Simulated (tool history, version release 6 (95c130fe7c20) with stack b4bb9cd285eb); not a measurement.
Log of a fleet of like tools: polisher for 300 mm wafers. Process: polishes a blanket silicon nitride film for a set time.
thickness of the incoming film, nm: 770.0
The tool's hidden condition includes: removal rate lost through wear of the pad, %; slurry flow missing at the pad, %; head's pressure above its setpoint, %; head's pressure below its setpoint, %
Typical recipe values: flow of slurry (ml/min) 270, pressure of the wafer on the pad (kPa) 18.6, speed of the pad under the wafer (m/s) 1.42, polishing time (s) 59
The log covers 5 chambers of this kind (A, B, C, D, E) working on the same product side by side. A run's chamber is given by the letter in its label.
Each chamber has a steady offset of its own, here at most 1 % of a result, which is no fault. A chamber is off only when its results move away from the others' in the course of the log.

| run | day | flow of slurry (ml/min) | pressure of the wafer on the pad (kPa) | speed of the pad under the wafer (m/s) | polishing time (s) | wafers polished on this pad | hours since the slurry nozzle was cleaned | hours since the head pressure was calibrated | film removed (Å) |
|---|---|---|---|---|---|---|---|---|---|
| 1D | 0.254 | 270 | 18.6 | 1.42 | 59 | 259 | 167.4 | 818.2 | 1180.7 |
|  | 0.338 | chamber D: head pressure recalibrated |
|  | 0.379 | chamber E: head pressure recalibrated |
| 2B | 0.471 | 270 | 18.6 | 1.42 | 59 | 948 | 173 | 193 | 1204.5 |
| 3C | 0.592 | 270 | 18.6 | 1.42 | 59 | 590 | 248.5 | 901.5 | 1202.1 |
| 4E | 0.842 | 270 | 18.6 | 1.42 | 59 | 794 | 386.4 | 11.2 | 1166.1 |
|  | 0.912 | chamber C: worn pad replaced by a new one |
|  | 0.988 | chamber A: head pressure recalibrated |
| 5A | 1.017 | 270 | 18.6 | 1.42 | 59 | 417 | 155.4 | 0.8 | 1226.2 |
| 6B | 1.254 | 270 | 22.8 | 1.42 | 59 | 1145 | 191.8 | 211.8 | 1464.3 |
| 7E | 1.458 | 270 | 22.8 | 1.42 | 59 | 949 | 401.2 | 26 | 1453.4 |
|  | 1.525 | chamber B: worn pad replaced by a new one |
| 8A | 1.729 | 270 | 22.8 | 1.42 | 59 | 596 | 172.5 | 17.9 | 1477.6 |
| 9C | 1.9 | 270 | 22.8 | 1.42 | 59 | 248 | 279.9 | 932.9 | 1448.6 |
|  | 2.054 | chamber E: worn pad replaced by a new one |
|  | 2.054 | chamber A: worn pad replaced by a new one |
| 10D | 2.175 | 270 | 22.8 | 1.42 | 59 | 742 | 213.5 | 44.2 | 1446.4 |
| 11B | 2.304 | 270 | 18.6 | 1.42 | 59 | 196 | 217 | 237 | 1200 |
| 12D | 2.458 | 270 | 18.6 | 1.42 | 59 | 813 | 220.3 | 51 | 1188.6 |
| 13E | 2.733 | 270 | 18.6 | 1.42 | 59 | 171 | 431.8 | 56.6 | 1189.5 |
| 14C | 2.996 | 270 | 18.6 | 1.42 | 59 | 523 | 306.2 | 959.2 | 1198.8 |
| 15A | 3.246 | 270 | 18.6 | 1.42 | 59 | 300 | 208.9 | 54.3 | 1200.7 |
|  | 3.379 | chamber C: worn pad replaced by a new one |
| 16A | 3.496 | 270 | 18.6 | 1.42 | 59 | 363 | 214.9 | 60.3 | 1213.3 |
|  | 3.667 | chamber D: worn pad replaced by a new one |
| 17D | 3.762 | 270 | 18.6 | 1.42 | 59 | 24 | 251.6 | 82.3 | 1195.7 |
| 18B | 3.908 | 305 | 18.6 | 1.1 | 59 | 599 | 255.5 | 275.5 | 975.71 |
| 19C | 4.092 | 305 | 18.6 | 1.1 | 59 | 179 | 332.5 | 985.5 | 1006.1 |
| 20E | 4.233 | 305 | 18.6 | 1.1 | 59 | 548 | 467.8 | 92.6 | 996.98 |
| 21A | 4.492 | 305 | 18.6 | 1.1 | 59 | 613 | 238.8 | 84.2 | 1016.4 |
| 22E | 4.654 | 305 | 18.6 | 1.1 | 59 | 653 | 477.9 | 102.7 | 994.1 |
| 23C | 4.829 | 270 | 18.6 | 1.42 | 59 | 364 | 350.2 | 1003.2 | 1199.6 |
| 24B | 5 | 270 | 18.6 | 1.42 | 59 | 873 | 281.7 | 301.7 | 1186 |
| 25D | 5.129 | 185 | 18.6 | 1.42 | 79 | 368 | 284.4 | 115.1 | 1521.1 |
| 26B | 5.317 | 185 | 18.6 | 1.42 | 79 | 953 | 289.3 | 309.3 | 1476.7 |
|  | 5.325 | chamber A: worn pad replaced by a new one |
| 27C | 5.496 | 185 | 18.6 | 1.42 | 79 | 532 | 366.2 | 1019.2 | 1524.3 |
|  | 5.525 | chamber C: head pressure recalibrated |
|  | 5.529 | chamber C: worn pad replaced by a new one |
| 28A | 5.621 | 185 | 18.6 | 1.42 | 79 | 75 | 265.9 | 111.3 | 1544.9 |
| 29E | 5.771 | 185 | 18.6 | 1.42 | 79 | 934 | 504.7 | 129.5 | 1527.4 |
|  | 5.983 | chamber B: worn pad replaced by a new one |
| 30D | 6.042 | 270 | 18.6 | 1.42 | 59 | 597 | 306.3 | 137 | 1198.6 |
| 31A | 6.208 | 270 | 18.6 | 1.42 | 59 | 222 | 280 | 125.4 | 1210.3 |
| 32D | 6.421 | 335 | 18.6 | 1.42 | 59 | 692 | 315.4 | 146.1 | 1206.7 |
| 33B | 6.617 | 335 | 18.6 | 1.42 | 59 | 159 | 320.5 | 340.5 | 1155.6 |
| 34E | 6.85 | 335 | 18.6 | 1.42 | 59 | 1205 | 530.6 | 155.4 | 1229.5 |
|  | 6.967 | chamber C: slurry nozzle cleaned |
|  | 6.988 | chamber B: slurry nozzle cleaned |
|  | 7.071 | chamber E: worn pad replaced by a new one |
| 35C | 7.096 | 335 | 18.6 | 1.42 | 59 | 394 | 3.1 | 37.8 | 1218.9 |
| 36B | 7.267 | 335 | 18.6 | 1.42 | 59 | 322 | 6.8 | 356.1 | 1140.9 |
| 37C | 7.504 | 270 | 18.6 | 1.42 | 59 | 497 | 12.9 | 47.6 | 1185.3 |
| 38A | 7.638 | 270 | 18.6 | 1.42 | 59 | 581 | 314.3 | 159.7 | 1212.4 |
| 39E | 7.9 | 270 | 21.4 | 1.42 | 69 | 208 | 555.8 | 180.6 | 1628.1 |
| 40D | 8.088 | 270 | 21.4 | 1.42 | 69 | 1111 | 355.4 | 186.1 | 1620.9 |
|  | 8.2 | chamber D: slurry nozzle cleaned |
| 41A | 8.308 | 270 | 21.4 | 1.42 | 69 | 750 | 330.4 | 175.8 | 1618.6 |
| 42D | 8.471 | 270 | 21.4 | 1.42 | 69 | 1207 | 6.6 | 195.3 | 1635.1 |
| 43B | 8.592 | 270 | 21.4 | 1.42 | 69 | 655 | 38.6 | 387.9 | 1484.5 |

Which is it: a chamber that has drifted or been left off by a service, a gauge drift common to all chambers, or only each chamber's usual small offset? If a chamber is off, name it and its likeliest cause.

Little by little, chamber B moves away from the other chambers.
What lies behind it: head's pressure below its setpoint, % = 8.26.

Which of the 4 candidates below, each the usual settings with something changed and its results left as question marks, puts chamber B back in line with what the other chambers give on the usual settings?
To be in line, a result may differ from the other chambers' mean on the usual settings by at most: film removed (Å) 46
| 44B-1 | 8.788 | 335 | 18.6 | 1.42 | 59 |  |  |  | ? |
| 44B-2 | 8.788 | 270 | 18.6 | 1.4 | 58 |  |  |  | ? |
| 44B-3 | 8.788 | 270 | 19.3 | 1.46 | 61 |  |  |  | ? |
| 44B-4 | 8.788 | 270 | 18.6 | 1.42 | 54 |  |  |  | ? |

Other chambers, usual settings, mean: film removed (Å) 1204.1
| run | film removed (Å) |
|---|---|
| 44B-1 | 1110.6 |
| 44B-2 | 1059.1 |
| 44B-3 | 1193.8 |
| 44B-4 | 997.19 |
Change 44B-3 lands the chamber within the allowed miss of the other chambers.

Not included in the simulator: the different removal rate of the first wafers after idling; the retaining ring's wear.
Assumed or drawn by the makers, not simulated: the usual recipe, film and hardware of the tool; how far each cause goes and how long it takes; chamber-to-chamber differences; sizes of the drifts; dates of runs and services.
